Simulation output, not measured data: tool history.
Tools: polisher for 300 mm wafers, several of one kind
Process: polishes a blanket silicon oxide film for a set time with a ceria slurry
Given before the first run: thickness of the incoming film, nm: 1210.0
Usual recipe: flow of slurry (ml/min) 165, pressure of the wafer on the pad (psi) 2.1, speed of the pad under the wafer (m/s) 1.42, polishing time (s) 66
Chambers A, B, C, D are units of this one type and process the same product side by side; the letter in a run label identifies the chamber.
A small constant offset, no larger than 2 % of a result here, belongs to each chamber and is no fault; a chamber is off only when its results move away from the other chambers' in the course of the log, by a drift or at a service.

run	hour	flow of slurry (ml/min)	pressure of the wafer on the pad (psi)	speed of the pad under the wafer (m/s)	polishing time (s)	wafers polished on this pad	hours since the slurry nozzle was cleaned	hours since the head pressure was calibrated	film removed (nm)
1C	4.7	165	2.1	1.42	66	125	97.5	443.4	300.78
# hour 6.2: chamber D: worn pad replaced by a new one
2A	12.8	165	2.1	1.42	66	337	449.1	259.0	316.71
3D	21.7	165	2.1	1.42	66	209	602.3	1199.3	307.00
4B	30.3	165	2.1	1.42	66	415	172.1	166.8	308.98
5D	36.6	165	2.4	1.42	66	408	617.2	1214.2	351.35
# hour 42.0: chamber A: worn pad replaced by a new one
6B	44.4	165	2.4	1.42	66	604	186.2	180.9	357.86
7A	53.5	165	2.4	1.42	66	155	489.8	299.7	356.80
8C	61.5	165	2.4	1.42	66	887	154.3	500.2	349.62
9D	68.6	165	2.1	1.42	66	837	649.2	1246.2	306.22
# hour 68.8: chamber C: worn pad replaced by a new one
# hour 69.6: chamber D: worn pad replaced by a new one
10A	73.8	165	2.1	1.42	66	427	510.1	320.0	309.64
11C	82.8	165	2.1	1.42	66	188	175.6	521.5	306.62
12B	92.0	165	1.4	1.26	66	1243	233.8	228.5	180.78
# hour 94.9: chamber A: worn pad replaced by a new one
# hour 96.6: chamber B: worn pad replaced by a new one
13D	101.1	165	1.4	1.26	66	423	681.7	1278.7	183.74
14C	106.5	165	1.4	1.26	66	505	199.3	545.2	183.08
# hour 110.1: chamber D: head pressure recalibrated
15B	114.6	165	1.4	1.26	66	242	256.4	251.1	184.12
# hour 117.6: chamber C: head pressure recalibrated
16A	124.4	165	2.1	1.42	86	396	560.7	370.6	410.45
# hour 127.2: chamber D: slurry nozzle cleaned
# hour 128.2: chamber C: worn pad replaced by a new one
# hour 129.2: chamber D: worn pad replaced by a new one
17A	133.3	165	2.1	1.42	86	516	569.6	379.5	407.26
# hour 140.0: chamber B: head pressure recalibrated
18B	142.3	165	2.1	1.42	86	614	284.1	2.3	406.64
# hour 146.0: chamber A: worn pad replaced by a new one
19D	147.3	165	2.1	1.42	86	242	20.1	37.3	369.40
20C	152.7	165	2.1	1.42	66	328	245.5	35.1	304.23
21B	161.7	165	2.1	1.42	66	874	303.5	21.7	306.71
22A	168.0	165	2.1	1.42	66	295	604.3	414.2	314.11
23C	177.1	165	2.1	1.42	66	656	269.9	59.5	307.71
24D	182.8	165	2.1	1.42	66	718	55.6	72.8	285.82
# hour 189.1: chamber C: worn pad replaced by a new one
25B	190.0	165	2.1	1.42	66	1253	331.8	50.0	311.51
# hour 190.5: chamber B: worn pad replaced by a new one
# hour 191.0: chamber D: worn pad replaced by a new one
26A	196.4	165	2.5	1.42	66	676	632.7	442.6	368.91
# hour 198.7: chamber A: worn pad replaced by a new one
27D	205.5	165	2.5	1.42	66	195	78.3	95.5	339.41
28C	211.7	165	2.5	1.42	66	304	304.5	94.1	359.60
29D	220.3	165	2.5	1.42	66	393	93.1	110.3	337.50
30A	228.3	165	2.1	1.42	66	397	664.6	474.5	317.89
31B	238.0	165	2.1	1.42	66	637	379.8	98.0	309.69
32C	246.8	165	2.1	1.42	66	774	339.6	129.2	302.36
# hour 248.7: chamber D: worn pad replaced by a new one
# hour 250.1: chamber C: worn pad replaced by a new one
33B	254.2	165	2.1	1.42	66	854	396.0	114.2	309.56
# hour 254.7: chamber A: worn pad replaced by a new one
34C	263.4	165	2.1	1.42	66	178	356.2	145.8	305.93
35A	271.5	165	2.1	1.42	66	225	707.8	517.7	312.31
36D	276.1	165	2.1	1.42	66	368	148.9	166.1	281.62
37C	281.1	165	1.6	1.42	44	416	373.9	163.5	157.02
38A	285.5	165	1.6	1.42	44	413	721.8	531.7	158.01

Does one chamber stand apart from the rest, does the shared gauge drift, or is all well apart from small per-chamber offsets? Give the chamber and the most likely cause, where there is one.

A service left chamber D off against the others.
What lies behind it: head's pressure below its setpoint, % = 8.53.

Here are 4 candidates for chamber D's next run, each the usual settings with a change, their results left as question marks. Which one brings its results back in line with what the others give on the usual settings?
Maximum distance from the other chambers' mean on the usual settings for a result to count as in line: film removed (nm) 9.00
39D-1	292.5	170	2.3	1.42	66				?
39D-2	292.5	170	2.5	1.42	66				?
39D-3	292.5	165	2.0	1.36	66				?
39D-4	292.5	165	2.0	1.34	62				?

Average result of the remaining chambers running the usual settings: film removed (nm) 309.57
run	film removed (nm)
39D-1	312.03
39D-2	339.40
39D-3	258.11
39D-4	238.85
39D-1 brings the chamber back in line.

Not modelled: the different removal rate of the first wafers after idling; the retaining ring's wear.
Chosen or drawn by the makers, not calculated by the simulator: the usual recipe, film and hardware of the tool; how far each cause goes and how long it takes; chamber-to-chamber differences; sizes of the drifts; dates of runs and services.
